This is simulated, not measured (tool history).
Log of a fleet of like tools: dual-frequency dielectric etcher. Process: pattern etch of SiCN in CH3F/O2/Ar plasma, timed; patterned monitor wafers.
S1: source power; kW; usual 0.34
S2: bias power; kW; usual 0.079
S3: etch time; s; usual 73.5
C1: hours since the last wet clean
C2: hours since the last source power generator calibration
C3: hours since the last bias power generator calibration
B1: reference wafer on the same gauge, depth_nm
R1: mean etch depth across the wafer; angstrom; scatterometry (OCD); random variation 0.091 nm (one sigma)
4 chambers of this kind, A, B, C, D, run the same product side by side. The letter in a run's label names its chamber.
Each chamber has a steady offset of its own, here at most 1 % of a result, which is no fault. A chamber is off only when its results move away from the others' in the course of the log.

Run 1D, hour 11.8: usual settings; C1 258.4; C2 2266.6; C3 1475.6; B1 27.192. Result: R1 267.14 angstrom.
Run 2B, hour 19.6: usual settings; C1 336.8; C2 530.7; C3 2048.9; B1 27.189. Result: R1 268.21 angstrom.
Run 3A, hour 31.8: usual settings; C1 352.4; C2 1037; C3 1405.1; B1 27.203. Result: R1 266.95 angstrom.
Run 4C, hour 43.2: usual settings; C1 366.8; C2 3200.2; C3 1481.7; B1 27.211. Result: R1 269.45 angstrom.
At hour 43.8: chamber C: wet clean of the chamber.
Run 5A, hour 50.7: usual settings; C1 371.3; C2 1055.9; C3 1424; B1 27.195. Result: R1 265.28 angstrom.
Run 6D, hour 59.2: usual settings; C1 305.8; C2 2314; C3 1523; B1 27.193. Result: R1 268.99 angstrom.
Run 7C, hour 72.9: usual settings; C1 29.1; C2 3229.9; C3 1511.4; B1 27.209. Result: R1 268.78 angstrom.
At hour 75.6: chamber D: wet clean of the chamber.
Run 8B, hour 81.7: usual settings; C1 398.9; C2 592.8; C3 2111; B1 27.185. Result: R1 271.26 angstrom.
Run 9A, hour 88.4: usual settings but S1 0.27 kW; C1 409; C2 1093.6; C3 1461.7; B1 27.192. Result: R1 243.76 angstrom.
Run 10D, hour 98.9: usual settings but S1 0.27 kW; C1 23.4; C2 2353.7; C3 1562.7; B1 27.196. Result: R1 246.58 angstrom.
Run 11B, hour 106.4: usual settings but S1 0.27 kW; C1 423.6; C2 617.5; C3 2135.7; B1 27.194. Result: R1 246.76 angstrom.
Run 12C, hour 119.4: usual settings but S1 0.27 kW; C1 75.6; C2 3276.4; C3 1557.9; B1 27.201. Result: R1 247.64 angstrom.
Run 13D, hour 128.6: usual settings; C1 53.1; C2 2383.4; C3 1592.4; B1 27.192. Result: R1 267.42 angstrom.
Run 14A, hour 142.7: usual settings; C1 463.3; C2 1147.9; C3 1516; B1 27.188. Result: R1 264.75 angstrom.
Run 15B, hour 154.7: usual settings; C1 471.9; C2 665.8; C3 2184; B1 27.19. Result: R1 269.03 angstrom.
Run 16C, hour 162.3: usual settings but S1 0.37 kW; C1 118.5; C2 3319.3; C3 1600.8; B1 27.195. Result: R1 278.41 angstrom.
Run 17B, hour 175.8: usual settings but S1 0.37 kW; C1 493; C2 686.9; C3 2205.1; B1 27.206. Result: R1 276.94 angstrom.
At hour 181.6: chamber A: wet clean of the chamber.
Run 18A, hour 189.3: usual settings but S1 0.37 kW; C1 7.7; C2 1194.5; C3 1562.6; B1 27.205. Result: R1 269.24 angstrom.
Run 19C, hour 198.5: usual settings but S1 0.37 kW; C1 154.7; C2 3355.5; C3 1637; B1 27.19. Result: R1 277.42 angstrom.
At hour 200.8: chamber B: bias power generator calibrated.
At hour 201.2: chamber D: source power generator calibrated.
Run 20D, hour 206.2: usual settings; C1 130.7; C2 5; C3 1670; B1 27.224. Result: R1 269.56 angstrom.
Run 21B, hour 214.5: usual settings; C1 531.7; C2 725.6; C3 13.7; B1 27.176. Result: R1 269.41 angstrom.
Run 22D, hour 222.3: usual settings; C1 146.8; C2 21.1; C3 1686.1; B1 27.186. Result: R1 266.97 angstrom.
Run 23C, hour 233.1: usual settings; C1 189.3; C2 3390.1; C3 1671.6; B1 27.189. Result: R1 268.93 angstrom.
At hour 234.9: chamber B: wet clean of the chamber.
Run 24A, hour 244.7: usual settings; C1 63.1; C2 1249.9; C3 1618; B1 27.202. Result: R1 261.22 angstrom.
Run 25A, hour 252.5: usual settings; C1 70.9; C2 1257.7; C3 1625.8; B1 27.195. Result: R1 260.56 angstrom.
Run 26B, hour 261.1: usual settings; C1 26.2; C2 772.2; C3 60.3; B1 27.187. Result: R1 269.02 angstrom.
Run 27C, hour 270.2: usual settings; C1 226.4; C2 3427.2; C3 1708.7; B1 27.206. Result: R1 269.97 angstrom.
Run 28D, hour 284.2: usual settings; C1 208.7; C2 83; C3 1748; B1 27.197. Result: R1 268.25 angstrom.
Run 29C, hour 292.6: usual settings; C1 248.8; C2 3449.6; C3 1731.1; B1 27.212. Result: R1 270.37 angstrom.
Run 30A, hour 299.9: usual settings but S1 0.39 kW, S2 0.091 kW; C1 118.3; C2 1305.1; C3 1673.2; B1 27.195. Result: R1 289.16 angstrom.
Run 31B, hour 313.1: usual settings but S1 0.39 kW, S2 0.091 kW; C1 78.2; C2 824.2; C3 112.3; B1 27.21. Result: R1 296.58 angstrom.
Run 32D, hour 320.8: usual settings but S1 0.39 kW, S2 0.091 kW; C1 245.3; C2 119.6; C3 1784.6; B1 27.198. Result: R1 297.1 angstrom.
Run 33C, hour 334.1: usual settings but S1 0.39 kW, S2 0.091 kW; C1 290.3; C2 3491.1; C3 1772.6; B1 27.197. Result: R1 299.15 angstrom.
Run 34B, hour 344.7: usual settings; C1 109.8; C2 855.8; C3 143.9; B1 27.176. Result: R1 267.97 angstrom.
Run 35D, hour 357.6: usual settings; C1 282.1; C2 156.4; C3 1821.4; B1 27.202. Result: R1 266.84 angstrom.
Run 36A, hour 370.9: usual settings; C1 189.3; C2 1376.1; C3 1744.2; B1 27.201. Result: R1 260.12 angstrom.

All 4 chambers run these settings next. Forecast each chamber's results:
Run 37A, hour 381.1: usual settings but S3 90 s. Result: R1 ?.
Run 37B, hour 381.1: usual settings but S3 90 s. Result: R1 ?.
Run 37C, hour 381.1: usual settings but S3 90 s. Result: R1 ?.
Run 37D, hour 381.1: usual settings but S3 90 s. Result: R1 ?.

run      R1
37A  317.97
37B  330.65
37C  332.02
37D  329.28

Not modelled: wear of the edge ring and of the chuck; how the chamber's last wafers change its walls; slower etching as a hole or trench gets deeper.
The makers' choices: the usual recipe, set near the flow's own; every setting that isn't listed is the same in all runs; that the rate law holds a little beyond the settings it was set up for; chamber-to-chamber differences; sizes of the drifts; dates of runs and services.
